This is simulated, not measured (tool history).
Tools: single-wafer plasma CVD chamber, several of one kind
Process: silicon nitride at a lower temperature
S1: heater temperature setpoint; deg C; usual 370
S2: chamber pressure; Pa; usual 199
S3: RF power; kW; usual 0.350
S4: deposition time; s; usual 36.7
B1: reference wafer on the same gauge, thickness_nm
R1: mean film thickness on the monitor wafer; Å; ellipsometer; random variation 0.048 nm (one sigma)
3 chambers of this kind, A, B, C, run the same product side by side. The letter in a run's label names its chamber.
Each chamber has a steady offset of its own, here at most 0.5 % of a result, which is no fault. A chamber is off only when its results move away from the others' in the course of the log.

run,day,S1,S2,S3,S4,B1,R1
1C,0.425,370,199,0.350,36.7,46.706,463.83
2B,0.788,370,199,0.350,36.7,46.713,465.20
# day 0.796: chamber B: RF generator calibrated
3A,1.179,370,199,0.350,36.7,46.726,463.68
4A,1.488,370,199,0.350,36.7,46.723,464.76
5C,1.875,370,199,0.395,36.7,46.726,501.43
6B,2.375,370,199,0.395,36.7,46.729,502.67
7A,2.725,370,199,0.395,36.7,46.741,500.94
8B,3.346,380,199,0.350,33.8,46.738,427.39
9C,3.638,380,199,0.350,33.8,46.763,426.63
10B,4.121,380,199,0.350,33.8,46.770,427.06
11C,4.654,370,199,0.350,36.7,46.769,464.92
12A,5.062,370,199,0.305,36.7,46.768,424.94
13A,5.429,370,199,0.305,36.7,46.785,425.10
14C,5.854,370,199,0.305,36.7,46.784,425.23
15B,6.500,381,199,0.385,36.7,46.800,493.18
16A,7.000,381,199,0.385,36.7,46.809,490.77
# day 7.300: chamber A: thermocouple changed; heater temperature recalibrated
17C,7.538,381,199,0.385,36.7,46.824,491.63
18B,7.946,370,199,0.390,36.7,46.813,501.01
19A,8.575,370,199,0.390,36.7,46.830,496.69
20B,9.138,370,199,0.390,36.7,46.840,499.35
21C,9.488,370,172,0.350,36.7,46.838,447.43
22C,9.888,370,172,0.350,36.7,46.852,446.69
23A,10.338,370,172,0.350,36.7,46.854,446.99
24B,10.775,370,199,0.350,36.7,46.876,467.28
25C,11.379,370,199,0.350,31.2,46.874,395.96
26A,11.729,370,199,0.350,31.2,46.878,395.81
27B,12.200,370,199,0.350,31.2,46.894,396.72
28B,12.662,370,199,0.350,36.7,46.891,467.76
29A,12.967,370,199,0.350,36.7,46.898,465.91

What goes on in this fleet: one chamber off, a drifting gauge, or nothing beyond the chambers' own small offsets? Name the chamber and the cause, if any.

The gauge drifts, so all chambers seem to drift together. No chamber is off.
Cause: gauge reads high (%) = 0.433.

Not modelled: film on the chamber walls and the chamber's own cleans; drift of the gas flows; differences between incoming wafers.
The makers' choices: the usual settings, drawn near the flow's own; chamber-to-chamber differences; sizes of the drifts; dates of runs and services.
